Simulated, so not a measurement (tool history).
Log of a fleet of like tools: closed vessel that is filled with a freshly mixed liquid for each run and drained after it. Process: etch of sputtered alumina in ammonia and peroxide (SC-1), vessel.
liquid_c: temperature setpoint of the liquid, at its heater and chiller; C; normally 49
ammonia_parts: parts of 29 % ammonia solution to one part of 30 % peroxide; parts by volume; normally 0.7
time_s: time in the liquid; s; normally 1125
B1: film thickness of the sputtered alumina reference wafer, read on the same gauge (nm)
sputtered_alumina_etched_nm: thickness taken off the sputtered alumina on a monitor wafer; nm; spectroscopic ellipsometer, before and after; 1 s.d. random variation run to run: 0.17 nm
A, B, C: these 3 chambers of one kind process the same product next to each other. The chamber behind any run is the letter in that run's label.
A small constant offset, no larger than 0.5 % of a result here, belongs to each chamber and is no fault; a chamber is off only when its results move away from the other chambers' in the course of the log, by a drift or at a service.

Run 1C, hour 9.6: usual settings; B1 139.99. Result: sputtered_alumina_etched_nm 38.438 nm.
Run 2B, hour 18.5: usual settings; B1 140.04. Result: sputtered_alumina_etched_nm 38.323 nm.
Run 3A, hour 25.8: usual settings; B1 140.02. Result: sputtered_alumina_etched_nm 38.056 nm.
Run 4C, hour 32.9: usual settings; B1 139.99. Result: sputtered_alumina_etched_nm 38.184 nm.
Run 5A, hour 45.6: usual settings but liquid_c 40 C, ammonia_parts 1 parts by volume; B1 139.98. Result: sputtered_alumina_etched_nm 23.338 nm.
At hour 57.3: chamber A: new drum of ammonia solution connected.
Run 6B, hour 60.8: usual settings but liquid_c 40 C, ammonia_parts 1 parts by volume; B1 139.99. Result: sputtered_alumina_etched_nm 23.709 nm.
Run 7B, hour 69: usual settings but liquid_c 40 C, ammonia_parts 1 parts by volume; B1 140.01. Result: sputtered_alumina_etched_nm 23.7 nm.
Run 8A, hour 83.8: usual settings; B1 140.03. Result: sputtered_alumina_etched_nm 38.529 nm.
Run 9C, hour 95.8: usual settings; B1 140. Result: sputtered_alumina_etched_nm 38.292 nm.
At hour 107: chamber C: thermometer replaced.
Run 10C, hour 108.3: usual settings; B1 139.99. Result: sputtered_alumina_etched_nm 38.317 nm.
Run 11B, hour 122.6: usual settings; B1 139.98. Result: sputtered_alumina_etched_nm 38.547 nm.
Run 12A, hour 137.8: usual settings but liquid_c 54.5 C, ammonia_parts 0.6 parts by volume; B1 140.02. Result: sputtered_alumina_etched_nm 50.749 nm.
Run 13C, hour 148.7: usual settings but liquid_c 54.5 C, ammonia_parts 0.6 parts by volume; B1 140.03. Result: sputtered_alumina_etched_nm 50.64 nm.
Run 14A, hour 159.5: usual settings but liquid_c 54.5 C, ammonia_parts 0.6 parts by volume; B1 139.97. Result: sputtered_alumina_etched_nm 51.49 nm.
Run 15B, hour 171: usual settings; B1 139.99. Result: sputtered_alumina_etched_nm 37.975 nm.
Run 16B, hour 185.1: usual settings; B1 139.98. Result: sputtered_alumina_etched_nm 38.281 nm.
Run 17A, hour 194.9: usual settings; B1 139.98. Result: sputtered_alumina_etched_nm 38.146 nm.
Run 18C, hour 209.1: usual settings; B1 139.98. Result: sputtered_alumina_etched_nm 38.376 nm.
Run 19A, hour 219: usual settings; B1 140.01. Result: sputtered_alumina_etched_nm 38.415 nm.
Run 20C, hour 234.1: usual settings but liquid_c 56.5 C, time_s 515 s; B1 140.02. Result: sputtered_alumina_etched_nm 25.916 nm.
Run 21B, hour 246.3: usual settings but liquid_c 56.5 C, time_s 515 s; B1 139.96. Result: sputtered_alumina_etched_nm 25.787 nm.
Run 22C, hour 259.9: usual settings but liquid_c 56.5 C, time_s 515 s; B1 139.99. Result: sputtered_alumina_etched_nm 26.034 nm.
Run 23B, hour 273.2: usual settings but ammonia_parts 0.35 parts by volume; B1 139.97. Result: sputtered_alumina_etched_nm 35.07 nm.
Run 24A, hour 282.7: usual settings but ammonia_parts 0.35 parts by volume; B1 140. Result: sputtered_alumina_etched_nm 36.04 nm.
Run 25C, hour 297.1: usual settings but ammonia_parts 0.35 parts by volume; B1 140. Result: sputtered_alumina_etched_nm 35.913 nm.
Run 26B, hour 305.4: usual settings; B1 140.03. Result: sputtered_alumina_etched_nm 37.317 nm.
At hour 310.5: chamber C: new drum of ammonia solution connected.
Run 27A, hour 318.4: usual settings; B1 139.99. Result: sputtered_alumina_etched_nm 38.235 nm.
Run 28A, hour 325.6: usual settings but ammonia_parts 0.5 parts by volume, time_s 1360 s; B1 139.99. Result: sputtered_alumina_etched_nm 44.784 nm.
Run 29B, hour 333.7: usual settings but ammonia_parts 0.5 parts by volume, time_s 1360 s; B1 140.03. Result: sputtered_alumina_etched_nm 43.88 nm.
Run 30C, hour 343: usual settings but ammonia_parts 0.5 parts by volume, time_s 1360 s; B1 140. Result: sputtered_alumina_etched_nm 45.13 nm.
Run 31B, hour 355.1: usual settings; B1 140.01. Result: sputtered_alumina_etched_nm 37.42 nm.
Run 32C, hour 364.8: usual settings but liquid_c 42 C, ammonia_parts 0.45 parts by volume; B1 139.94. Result: sputtered_alumina_etched_nm 24.768 nm.
At hour 371.4: chamber A: ammonia flow meter replaced.
Run 33A, hour 372.3: usual settings but liquid_c 42 C, ammonia_parts 0.45 parts by volume; B1 140. Result: sputtered_alumina_etched_nm 24.51 nm.
Run 34B, hour 379.8: usual settings but liquid_c 42 C, ammonia_parts 0.45 parts by volume; B1 140.01. Result: sputtered_alumina_etched_nm 23.807 nm.
Run 35C, hour 386.9: usual settings but ammonia_parts 0.85 parts by volume; B1 139.99. Result: sputtered_alumina_etched_nm 39.139 nm.
Run 36A, hour 393.8: usual settings but ammonia_parts 0.85 parts by volume; B1 140.04. Result: sputtered_alumina_etched_nm 38.97 nm.
Run 37C, hour 401.5: usual settings but ammonia_parts 0.85 parts by volume; B1 139.97. Result: sputtered_alumina_etched_nm 39.095 nm.
At hour 408.3: chamber A: new drum of ammonia solution connected.
Run 38B, hour 415.8: usual settings; B1 140.01. Result: sputtered_alumina_etched_nm 36.771 nm.
Run 39A, hour 429.1: usual settings; B1 140. Result: sputtered_alumina_etched_nm 38.065 nm.
Run 40A, hour 443: usual settings; B1 139.94. Result: sputtered_alumina_etched_nm 38.374 nm.
Run 41C, hour 452: usual settings but ammonia_parts 0.95 parts by volume; B1 140.01. Result: sputtered_alumina_etched_nm 39.548 nm.
Run 42B, hour 462.1: usual settings but ammonia_parts 0.95 parts by volume; B1 140. Result: sputtered_alumina_etched_nm 37.731 nm.
Run 43C, hour 476.4: usual settings but ammonia_parts 0.95 parts by volume; B1 140.01. Result: sputtered_alumina_etched_nm 39.383 nm.
Run 44A, hour 484.9: usual settings; B1 139.99. Result: sputtered_alumina_etched_nm 37.983 nm.

Next, all 3 chambers run the settings below, one line each with question marks for the results. What does each chamber give?
Run 45A, hour 496: usual settings. Result: sputtered_alumina_etched_nm ?.
Run 45B, hour 496: usual settings. Result: sputtered_alumina_etched_nm ?.
Run 45C, hour 496: usual settings. Result: sputtered_alumina_etched_nm ?.

run  sputtered_alumina_etched_nm
45A                       38.086
45B                       36.003
45C                       38.299
